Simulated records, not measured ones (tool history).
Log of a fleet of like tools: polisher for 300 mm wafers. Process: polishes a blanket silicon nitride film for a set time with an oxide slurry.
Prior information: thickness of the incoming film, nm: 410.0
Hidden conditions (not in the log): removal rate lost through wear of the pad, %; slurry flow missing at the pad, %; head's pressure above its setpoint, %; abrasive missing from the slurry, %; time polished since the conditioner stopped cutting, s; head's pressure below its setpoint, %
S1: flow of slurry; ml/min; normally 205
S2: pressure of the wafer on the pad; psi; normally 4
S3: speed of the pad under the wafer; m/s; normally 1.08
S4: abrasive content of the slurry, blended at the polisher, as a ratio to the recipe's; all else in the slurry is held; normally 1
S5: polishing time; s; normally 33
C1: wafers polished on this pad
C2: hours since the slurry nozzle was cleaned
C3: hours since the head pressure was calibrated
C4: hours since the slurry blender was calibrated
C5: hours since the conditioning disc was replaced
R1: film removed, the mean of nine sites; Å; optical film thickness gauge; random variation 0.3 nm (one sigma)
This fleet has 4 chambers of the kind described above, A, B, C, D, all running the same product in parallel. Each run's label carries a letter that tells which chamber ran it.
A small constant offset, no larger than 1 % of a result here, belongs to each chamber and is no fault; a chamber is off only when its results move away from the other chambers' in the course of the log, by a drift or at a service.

At hour 1.1: chamber A: slurry nozzle cleaned.
Run 1B, hour 7.7: usual settings; C1 1031; C2 359.9; C3 159.6; C4 339; C5 212.7. Result: R1 267.56 Å.
At hour 7.8: chamber B: worn pad replaced by a new one.
Run 2A, hour 13.9: usual settings; C1 288; C2 12.8; C3 774; C4 76.3; C5 57.3. Result: R1 263.16 Å.
At hour 19.2: chamber B: conditioning disc replaced and pad reconditioned.
Run 3C, hour 20.3: usual settings; C1 1193; C2 63.8; C3 929.9; C4 112; C5 134.8. Result: R1 262.99 Å.
Run 4D, hour 27.1: usual settings; C1 918; C2 566.9; C3 705.4; C4 253.5; C5 202.1. Result: R1 262.01 Å.
At hour 32.1: chamber C: worn pad replaced by a new one.
Run 5C, hour 34.9: usual settings; C1 28; C2 78.4; C3 944.5; C4 126.6; C5 149.4. Result: R1 262.1 Å.
Run 6A, hour 46.2: usual settings; C1 614; C2 45.1; C3 806.3; C4 108.6; C5 89.6. Result: R1 265.01 Å.
Run 7D, hour 57.6: usual settings; C1 1226; C2 597.4; C3 735.9; C4 284; C5 232.6. Result: R1 264.98 Å.
At hour 64.2: chamber D: worn pad replaced by a new one.
Run 8B, hour 65.9: usual settings; C1 587; C2 418.1; C3 217.8; C4 397.2; C5 46.7. Result: R1 263.42 Å.
At hour 73.9: chamber B: slurry blender recalibrated.
Run 9B, hour 75.2: usual settings; C1 681; C2 427.4; C3 227.1; C4 1.3; C5 56. Result: R1 262.59 Å.
Run 10A, hour 82.7: usual settings; C1 983; C2 81.6; C3 842.8; C4 145.1; C5 126.1. Result: R1 262.4 Å.
Run 11D, hour 93.6: usual settings; C1 297; C2 633.4; C3 771.9; C4 320; C5 268.6. Result: R1 262.85 Å.
At hour 95.1: chamber C: slurry blender recalibrated.
At hour 95.4: chamber D: slurry blender recalibrated.
At hour 104.7: chamber A: worn pad replaced by a new one.
Run 12C, hour 106.1: usual settings; C1 748; C2 149.6; C3 1015.7; C4 11; C5 220.6. Result: R1 265.51 Å.
At hour 113.6: chamber B: worn pad replaced by a new one.
Run 13B, hour 118.4: usual settings; C1 48; C2 470.6; C3 270.3; C4 44.5; C5 99.2. Result: R1 263.38 Å.
At hour 118.9: chamber C: head pressure recalibrated.
Run 14A, hour 124.2: usual settings; C1 197; C2 123.1; C3 884.3; C4 186.6; C5 167.6. Result: R1 266.04 Å.
Run 15C, hour 136.2: usual settings but S1 255 ml/min, S2 4.6 psi; C1 1052; C2 179.7; C3 17.4; C4 41.1; C5 250.7. Result: R1 316.93 Å.
At hour 141.3: chamber A: slurry blender recalibrated.
Run 16D, hour 148: usual settings but S1 255 ml/min, S2 4.6 psi; C1 847; C2 687.8; C3 826.3; C4 52.6; C5 323. Result: R1 313.22 Å.
At hour 148.4: chamber C: conditioning disc replaced and pad reconditioned.
At hour 150.9: chamber B: slurry nozzle cleaned.
Run 17D, hour 156: usual settings but S1 255 ml/min, S2 4.6 psi; C1 928; C2 695.8; C3 834.3; C4 60.6; C5 331. Result: R1 312.52 Å.
At hour 164: chamber A: head pressure recalibrated.
Run 18B, hour 168.3: usual settings but S1 255 ml/min, S2 4.6 psi; C1 553; C2 17.4; C3 320.2; C4 94.4; C5 149.1. Result: R1 314.61 Å.
Run 19A, hour 178.6: usual settings; C1 747; C2 177.5; C3 14.6; C4 37.3; C5 222. Result: R1 264 Å.
At hour 179.8: chamber D: slurry nozzle cleaned.
At hour 180: chamber C: worn pad replaced by a new one.
Run 20C, hour 189: usual settings; C1 91; C2 232.5; C3 70.2; C4 93.9; C5 40.6. Result: R1 271.04 Å.
At hour 192.2: chamber D: worn pad replaced by a new one.
Run 21C, hour 201.3: usual settings; C1 215; C2 244.8; C3 82.5; C4 106.2; C5 52.9. Result: R1 267.43 Å.
At hour 202.4: chamber B: conditioning disc replaced and pad reconditioned.
Run 22A, hour 210.5: usual settings; C1 1070; C2 209.4; C3 46.5; C4 69.2; C5 253.9. Result: R1 264.83 Å.
Run 23D, hour 219.5: usual settings; C1 276; C2 39.7; C3 897.8; C4 124.1; C5 394.5. Result: R1 261.07 Å.
Run 24B, hour 228.8: usual settings; C1 1164; C2 77.9; C3 380.7; C4 154.9; C5 26.5. Result: R1 266.37 Å.
At hour 232.4: chamber B: worn pad replaced by a new one.
At hour 233.9: chamber A: worn pad replaced by a new one.
Run 25B, hour 239.7: usual settings; C1 73; C2 88.8; C3 391.6; C4 165.8; C5 37.4. Result: R1 269.04 Å.
Run 26D, hour 252: usual settings; C1 604; C2 72.2; C3 930.3; C4 156.6; C5 427. Result: R1 264.85 Å.
At hour 258.9: chamber A: conditioning disc replaced and pad reconditioned.
Run 27A, hour 262.3: usual settings; C1 287; C2 261.2; C3 98.3; C4 121; C5 3.4. Result: R1 266.77 Å.
Run 28C, hour 271.1: usual settings; C1 920; C2 314.6; C3 152.3; C4 176; C5 122.7. Result: R1 264.61 Å.
Run 29A, hour 280.9: usual settings but S2 3.4 psi; C1 475; C2 279.8; C3 116.9; C4 139.6; C5 22. Result: R1 219.62 Å.
At hour 287: chamber B: head pressure recalibrated.
Run 30C, hour 293.8: usual settings but S2 3.4 psi; C1 1150; C2 337.3; C3 175; C4 198.7; C5 145.4. Result: R1 228.05 Å.
Run 31D, hour 305.6: usual settings but S2 3.4 psi; C1 1146; C2 125.8; C3 983.9; C4 210.2; C5 480.6. Result: R1 223.12 Å.
At hour 307.9: chamber C: slurry blender recalibrated.
Run 32B, hour 318.2: usual settings but S2 3.4 psi; C1 867; C2 167.3; C3 31.3; C4 244.3; C5 115.9. Result: R1 227.35 Å.
Run 33D, hour 326.6: usual settings; C1 1358; C2 146.8; C3 1004.9; C4 231.2; C5 501.6. Result: R1 263.59 Å.
At hour 328: chamber A: slurry blender recalibrated.
At hour 329.5: chamber D: worn pad replaced by a new one.
At hour 333.9: chamber D: head pressure recalibrated.
Run 34A, hour 336.3: usual settings but S2 5.2 psi; C1 1035; C2 335.2; C3 172.3; C4 8.3; C5 77.4. Result: R1 338.5 Å.
At hour 337.9: chamber B: worn pad replaced by a new one.
At hour 341.4: chamber C: worn pad replaced by a new one.
Run 35B, hour 344.9: usual settings but S2 5.2 psi; C1 71; C2 194; C3 58; C4 271; C5 142.6. Result: R1 349.81 Å.
At hour 351.4: chamber A: worn pad replaced by a new one.
Run 36C, hour 354.5: usual settings but S2 5.2 psi; C1 132; C2 398; C3 235.7; C4 46.6; C5 206.1. Result: R1 349.95 Å.
Run 37D, hour 365.6: usual settings but S2 5.2 psi; C1 365; C2 185.8; C3 31.8; C4 270.2; C5 540.6. Result: R1 350.1 Å.
At hour 373.7: chamber D: conditioning disc replaced and pad reconditioned.
Run 38A, hour 375.5: usual settings; C1 243; C2 374.4; C3 211.5; C4 47.5; C5 116.6. Result: R1 261.3 Å.
Run 39C, hour 382.6: usual settings; C1 416; C2 426.1; C3 263.8; C4 74.7; C5 234.2. Result: R1 270.04 Å.
At hour 387.7: chamber B: conditioning disc replaced and pad reconditioned.
Run 40B, hour 393.9: usual settings; C1 566; C2 243; C3 107; C4 320; C5 6.2. Result: R1 264.59 Å.
Run 41A, hour 403.9: usual settings but S3 0.92 m/s; C1 530; C2 402.8; C3 239.9; C4 75.9; C5 145. Result: R1 229.5 Å.
At hour 409.1: chamber C: conditioning disc replaced and pad reconditioned.
Run 42C, hour 412.6: usual settings but S3 0.92 m/s; C1 719; C2 456.1; C3 293.8; C4 104.7; C5 3.6. Result: R1 235.92 Å.
Run 43D, hour 421.4: usual settings but S3 0.92 m/s; C1 929; C2 241.6; C3 87.6; C4 326; C5 47.7. Result: R1 240.02 Å.
Run 44B, hour 428.9: usual settings but S3 0.92 m/s; C1 920; C2 278; C3 142; C4 355; C5 41.2. Result: R1 230.51 Å.

Does one chamber stand apart from the rest, does the shared gauge drift, or is all well apart from small per-chamber offsets? Give the chamber and the most likely cause, where there is one.

Nothing is wrong: each chamber keeps only its own small, steady offset and the gauge holds still.

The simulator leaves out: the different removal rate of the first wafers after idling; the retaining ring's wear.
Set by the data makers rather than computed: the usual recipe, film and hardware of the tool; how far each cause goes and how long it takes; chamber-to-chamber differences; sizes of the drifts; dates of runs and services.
